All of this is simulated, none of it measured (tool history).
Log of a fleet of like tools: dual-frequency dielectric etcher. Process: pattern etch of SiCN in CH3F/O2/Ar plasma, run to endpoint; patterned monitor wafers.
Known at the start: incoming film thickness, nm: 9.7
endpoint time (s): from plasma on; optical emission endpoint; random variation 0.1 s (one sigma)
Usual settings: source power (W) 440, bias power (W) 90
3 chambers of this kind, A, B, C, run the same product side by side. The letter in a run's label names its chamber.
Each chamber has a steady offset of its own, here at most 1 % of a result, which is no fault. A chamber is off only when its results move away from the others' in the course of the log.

run   hour  source power (W)  bias power (W)  endpoint time (s)
 1B    5.4               440              90             22.772
 2C   14.2               440              90              22.99
 3A   24.2               440              90             23.117
 4A   31.1               440              90             23.023
 5B   37.2               440              90             23.047
 6C   46.9               540              90             21.225
 7A   56.7               540              90             21.385
 8C   66.8               540              90             21.108
 9B   76.3               440              76             24.413
10A   85.9               440              76             24.529
11B   91.6               440              76             24.211
12C  101.4               370              72             25.874
13A  110.7               370              72             26.702
14C    118               370              72             25.692
15B  127.8               440              90             22.717
16B  136.8               440              90             22.843
17A  141.6               440              90             23.049
18C  146.2               440              90             22.211
19C  153.5               440              90             22.174
20A  160.6               440              90             23.002

All 3 chambers run these settings next. Forecast each chamber's results:
21A   168               440              90                  ?
21B   168               440              90                  ?
21C   168               440              90                  ?

run  endpoint time (s)
21A             23.093
21B             22.715
21C             22.111

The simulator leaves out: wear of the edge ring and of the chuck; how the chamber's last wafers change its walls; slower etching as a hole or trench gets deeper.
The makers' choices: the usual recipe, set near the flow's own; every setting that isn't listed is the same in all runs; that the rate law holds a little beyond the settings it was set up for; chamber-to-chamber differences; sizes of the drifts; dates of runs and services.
